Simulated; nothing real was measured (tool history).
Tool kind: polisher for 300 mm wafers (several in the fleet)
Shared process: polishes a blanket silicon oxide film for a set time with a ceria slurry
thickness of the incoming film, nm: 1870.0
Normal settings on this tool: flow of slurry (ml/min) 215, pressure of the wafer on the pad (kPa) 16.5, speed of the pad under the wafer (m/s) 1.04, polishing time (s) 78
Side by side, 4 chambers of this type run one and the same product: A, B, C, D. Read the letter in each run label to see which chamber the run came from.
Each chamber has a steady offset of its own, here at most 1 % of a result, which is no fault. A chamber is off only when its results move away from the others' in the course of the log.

| run | day | flow of slurry (ml/min) | pressure of the wafer on the pad (kPa) | speed of the pad under the wafer (m/s) | polishing time (s) | film removed (nm) |
|---|---|---|---|---|---|---|
|  | 0.362 | chamber D: worn pad replaced by a new one |
| 1B | 0.362 | 215 | 16.5 | 1.04 | 78 | 316.34 |
| 2A | 0.704 | 215 | 16.5 | 1.04 | 78 | 321.15 |
| 3C | 1.067 | 215 | 16.5 | 1.04 | 78 | 315 |
| 4D | 1.396 | 215 | 16.5 | 1.04 | 78 | 315.22 |
|  | 1.854 | chamber D: head pressure recalibrated |
| 5A | 1.888 | 215 | 16.5 | 1.04 | 78 | 315.84 |
| 6D | 2.371 | 215 | 16.5 | 1.04 | 78 | 316.69 |
|  | 2.704 | chamber B: worn pad replaced by a new one |
|  | 2.804 | chamber C: worn pad replaced by a new one |
| 7C | 2.838 | 215 | 16.5 | 1.04 | 78 | 314.73 |
|  | 2.85 | chamber A: head pressure recalibrated |
| 8B | 3.142 | 215 | 16.5 | 1.04 | 78 | 314.31 |
| 9D | 3.65 | 215 | 16.5 | 1.04 | 78 | 311.66 |
|  | 3.654 | chamber A: worn pad replaced by a new one |
| 10C | 4.104 | 215 | 16.5 | 1.04 | 78 | 312.18 |
|  | 4.129 | chamber B: head pressure recalibrated |
| 11B | 4.396 | 215 | 16.5 | 1.04 | 78 | 316.5 |
| 12A | 4.667 | 215 | 16.5 | 1.04 | 78 | 322.63 |
| 13B | 5.196 | 215 | 16.5 | 1.04 | 78 | 319.03 |
| 14A | 5.583 | 215 | 16.5 | 1.04 | 78 | 319.68 |
|  | 5.742 | chamber A: slurry nozzle cleaned |
| 15C | 6.054 | 215 | 16.5 | 1.04 | 78 | 304.95 |
| 16D | 6.512 | 215 | 16.5 | 1.04 | 78 | 312.93 |
| 17A | 6.771 | 215 | 16.5 | 1.04 | 78 | 316.57 |
|  | 6.783 | chamber B: slurry nozzle cleaned |
| 18D | 7.017 | 215 | 16.5 | 1.04 | 78 | 312.91 |
| 19C | 7.438 | 215 | 16.5 | 1.04 | 78 | 311.72 |
| 20B | 7.892 | 215 | 16.5 | 1.04 | 78 | 318.55 |
|  | 8.054 | chamber D: worn pad replaced by a new one |
| 21C | 8.133 | 215 | 16.5 | 1.04 | 78 | 301.06 |
| 22D | 8.458 | 215 | 16.5 | 1.04 | 78 | 310.53 |
|  | 8.554 | chamber C: worn pad replaced by a new one |
| 23B | 8.792 | 215 | 16.5 | 1.04 | 78 | 318.23 |
|  | 8.921 | chamber A: worn pad replaced by a new one |
|  | 9 | chamber D: slurry nozzle cleaned |
| 24A | 9.05 | 215 | 16.5 | 1.04 | 78 | 318.15 |
| 25A | 9.388 | 215 | 16.5 | 1.04 | 78 | 321.26 |
| 26C | 9.879 | 215 | 16.5 | 1.04 | 78 | 298.47 |
| 27B | 10.296 | 215 | 16.5 | 1.04 | 78 | 314.28 |
|  | 10.492 | chamber B: worn pad replaced by a new one |
| 28D | 10.833 | 215 | 16.5 | 1.04 | 78 | 316.95 |
| 29C | 11.242 | 215 | 16.5 | 1.04 | 78 | 293.1 |
| 30A | 11.492 | 215 | 16.5 | 1.04 | 78 | 318.28 |
| 31D | 11.996 | 215 | 16.5 | 1.04 | 78 | 315.98 |
| 32B | 12.383 | 215 | 16.5 | 1.04 | 78 | 310.07 |
| 33A | 12.7 | 215 | 16.5 | 1.04 | 78 | 321.4 |
| 34B | 13.204 | 180 | 16.5 | 1.04 | 70 | 280.66 |
| 35C | 13.729 | 180 | 16.5 | 1.04 | 70 | 249.47 |
| 36D | 14.254 | 180 | 16.5 | 1.04 | 70 | 270.19 |
|  | 14.35 | chamber C: worn pad replaced by a new one |
| 37D | 14.667 | 180 | 16.5 | 1.04 | 70 | 281.57 |
| 38C | 15.192 | 215 | 16.5 | 1.04 | 78 | 279.34 |

Decide between three cases: one chamber stands off from its peers, the gauge reading all wafers drifts, or nothing is wrong past each chamber's small offset. Where a chamber is off, say which and what most likely put it there.

Chamber C drifts away from the others.
Likeliest cause: head's pressure below its setpoint, % = 10.8.

Below are 4 candidate recipes for chamber C's next run, each the usual settings with a change, their results shown as question marks. Which of them brings C's results back in line with what the other chambers give on the usual settings?
Allowed miss from the other chambers' usual-settings mean, per result, to count as in line: film removed (nm) 11
| 39C-1 | 15.596 | 215 | 16.5 | 1.04 | 64 | ? |
| 39C-2 | 15.596 | 215 | 16.5 | 1.18 | 78 | ? |
| 39C-3 | 15.596 | 215 | 15.9 | 1 | 75 | ? |
| 39C-4 | 15.596 | 220 | 17.9 | 1.16 | 78 | ? |

On the usual settings, the other chambers give on average: film removed (nm) 316.32
| run | film removed (nm) |
|---|---|
| 39C-1 | 228.8 |
| 39C-2 | 316.87 |
| 39C-3 | 246.91 |
| 39C-4 | 338.46 |
39C-2 brings the chamber back in line.

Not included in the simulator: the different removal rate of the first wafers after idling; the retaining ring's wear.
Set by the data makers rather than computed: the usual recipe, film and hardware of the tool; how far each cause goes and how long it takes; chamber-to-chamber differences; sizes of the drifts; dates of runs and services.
